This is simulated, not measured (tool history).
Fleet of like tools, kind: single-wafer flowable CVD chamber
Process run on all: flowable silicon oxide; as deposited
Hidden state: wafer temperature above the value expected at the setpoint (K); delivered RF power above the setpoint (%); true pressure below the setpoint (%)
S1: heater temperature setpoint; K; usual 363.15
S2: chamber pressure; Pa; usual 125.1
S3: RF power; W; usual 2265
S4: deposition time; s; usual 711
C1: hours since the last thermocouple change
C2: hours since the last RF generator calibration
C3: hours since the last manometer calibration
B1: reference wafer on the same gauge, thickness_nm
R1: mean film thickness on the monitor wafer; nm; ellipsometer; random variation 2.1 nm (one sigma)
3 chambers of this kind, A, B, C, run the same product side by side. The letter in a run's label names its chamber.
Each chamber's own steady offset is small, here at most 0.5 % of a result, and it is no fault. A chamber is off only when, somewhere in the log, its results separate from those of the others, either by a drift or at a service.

{"run": "1A", "day": 0.171, "S1": 363.15, "S2": 125.1, "S3": 2265, "S4": 711, "C1": 1372.5, "C2": 789.3, "C3": 709.4, "B1": 607.02, "R1": 755.18}
{"run": "2B", "day": 0.354, "S1": 363.15, "S2": 125.1, "S3": 2265, "S4": 711, "C1": 2476.0, "C2": 945.0, "C3": 1542.6, "B1": 607.04, "R1": 758.61}
{"run": "3C", "day": 0.504, "S1": 363.15, "S2": 125.1, "S3": 2265, "S4": 711, "C1": 790.0, "C2": 1099.2, "C3": 660.6, "B1": 606.64, "R1": 750.77}
{"run": "4A", "day": 0.6, "S1": 363.15, "S2": 125.1, "S3": 2265, "S4": 711, "C1": 1382.8, "C2": 799.6, "C3": 719.7, "B1": 607.04, "R1": 755.53}
{"run": "5B", "day": 0.779, "S1": 363.15, "S2": 125.1, "S3": 2265, "S4": 711, "C1": 2486.2, "C2": 955.2, "C3": 1552.8, "B1": 606.9, "R1": 756.85}
{"run": "6C", "day": 0.958, "S1": 363.15, "S2": 125.1, "S3": 2570, "S4": 843, "C1": 800.9, "C2": 1110.1, "C3": 671.5, "B1": 606.81, "R1": 905.59}
{"run": "7A", "day": 1.062, "S1": 363.15, "S2": 125.1, "S3": 2570, "S4": 843, "C1": 1393.9, "C2": 810.7, "C3": 730.8, "B1": 606.87, "R1": 916.37}
{"run": "8B", "day": 1.146, "S1": 363.15, "S2": 125.1, "S3": 2570, "S4": 843, "C1": 2495.0, "C2": 964.0, "C3": 1561.6, "B1": 607.34, "R1": 912.24}
{"run": "9C", "day": 1.279, "S1": 363.15, "S2": 125.1, "S3": 2265, "S4": 711, "C1": 808.6, "C2": 1117.8, "C3": 679.2, "B1": 607.05, "R1": 749.29}
{"run": "10B", "day": 1.396, "S1": 363.15, "S2": 125.1, "S3": 2265, "S4": 711, "C1": 2501.0, "C2": 970.0, "C3": 1567.6, "B1": 606.83, "R1": 758.25}
{"run": "11C", "day": 1.496, "S1": 363.15, "S2": 125.1, "S3": 2265, "S4": 711, "C1": 813.8, "C2": 1123.0, "C3": 684.4, "B1": 607.15, "R1": 742.67}
{"run": "12A", "day": 1.633, "S1": 352.15, "S2": 125.1, "S3": 2515, "S4": 711, "C1": 1407.6, "C2": 824.4, "C3": 744.5, "B1": 606.82, "R1": 1068.3}
{"run": "13C", "day": 1.804, "S1": 352.15, "S2": 125.1, "S3": 2515, "S4": 711, "C1": 821.2, "C2": 1130.4, "C3": 691.8, "B1": 606.89, "R1": 1051.2}
{"run": "14B", "day": 1.942, "S1": 352.15, "S2": 125.1, "S3": 2515, "S4": 711, "C1": 2514.1, "C2": 983.1, "C3": 1580.7, "B1": 606.69, "R1": 1060.9}
{"run": "15A", "day": 2.025, "S1": 363.15, "S2": 145.1, "S3": 1935, "S4": 711, "C1": 1417.0, "C2": 833.8, "C3": 753.9, "B1": 607.09, "R1": 875.72}
{"run": "16B", "day": 2.112, "S1": 363.15, "S2": 145.1, "S3": 1935, "S4": 711, "C1": 2518.2, "C2": 987.2, "C3": 1584.8, "B1": 607.23, "R1": 870.21}
{"run": "17A", "day": 2.258, "S1": 363.15, "S2": 145.1, "S3": 1935, "S4": 711, "C1": 1422.6, "C2": 839.4, "C3": 759.5, "B1": 606.75, "R1": 876.95}
{"run": "18C", "day": 2.417, "S1": 363.15, "S2": 125.1, "S3": 2265, "S4": 711, "C1": 835.9, "C2": 1145.1, "C3": 706.5, "B1": 606.73, "R1": 736.8}
{"run": "19B", "day": 2.533, "S1": 363.15, "S2": 125.1, "S3": 2265, "S4": 711, "C1": 2528.3, "C2": 997.3, "C3": 1594.9, "B1": 607.01, "R1": 754.17}
{"run": "20C", "day": 2.679, "S1": 363.15, "S2": 125.1, "S3": 2265, "S4": 711, "C1": 842.2, "C2": 1151.4, "C3": 712.8, "B1": 607.2, "R1": 740.03}
{"run": "21A", "day": 2.838, "S1": 363.15, "S2": 125.1, "S3": 2265, "S4": 711, "C1": 1436.5, "C2": 853.3, "C3": 773.4, "B1": 607.22, "R1": 758.04}
{"run": "22B", "day": 3.017, "S1": 363.15, "S2": 125.1, "S3": 2265, "S4": 711, "C1": 2539.9, "C2": 1008.9, "C3": 1606.5, "B1": 606.88, "R1": 760.13}
{"run": "23A", "day": 3.154, "S1": 363.15, "S2": 125.1, "S3": 2265, "S4": 711, "C1": 1444.1, "C2": 860.9, "C3": 781.0, "B1": 606.9, "R1": 757.3}
{"run": "24C", "day": 3.279, "S1": 351.15, "S2": 125.1, "S3": 2445, "S4": 711, "C1": 856.6, "C2": 1165.8, "C3": 727.2, "B1": 606.89, "R1": 1059.3}
{"run": "25A", "day": 3.421, "S1": 351.15, "S2": 125.1, "S3": 2445, "S4": 711, "C1": 1450.5, "C2": 867.3, "C3": 787.4, "B1": 607.0, "R1": 1089.3}
{"run": "26C", "day": 3.554, "S1": 351.15, "S2": 125.1, "S3": 2445, "S4": 711, "C1": 863.2, "C2": 1172.4, "C3": 733.8, "B1": 607.15, "R1": 1054.9}

Read the log: is a single chamber off, either drifting away or since a service, is the gauge that measures every chamber drifting, or is nothing wrong beyond small per-chamber offsets? Name any odd chamber and what most likely caused it.

It is chamber C that slowly wanders off from its peers.
What lies behind it: true pressure below the setpoint (%) = 2.02.
The log might look much the same if the cause were instead: wafer temperature above the value expected at the setpoint (K).

Here are 4 candidates for chamber C's next run, each the usual settings with a change, their results left as question marks. Which one brings its results back in line with what the others give on the usual settings?
In-line tolerance around the mean of the other chambers on the usual settings: R1 7.30 nm
{"run": "27C-1", "day": 3.688, "S1": 363.15, "S2": 125.1, "S3": 2805, "S4": 711, "R1": "?"}
{"run": "27C-2", "day": 3.688, "S1": 363.15, "S2": 122.9, "S3": 2260, "S4": 705, "R1": "?"}
{"run": "27C-3", "day": 3.688, "S1": 363.15, "S2": 129.9, "S3": 2265, "S4": 711, "R1": "?"}
{"run": "27C-4", "day": 3.688, "S1": 364.15, "S2": 123.9, "S3": 2265, "S4": 708, "R1": "?"}

Other chambers, usual settings, mean: R1 755.82 nm
run=27C-1 R1=751.83
run=27C-2 R1=709.93
run=27C-3 R1=766.97
run=27C-4 R1=695.67
27C-1 puts the chamber back in line with the other chambers.
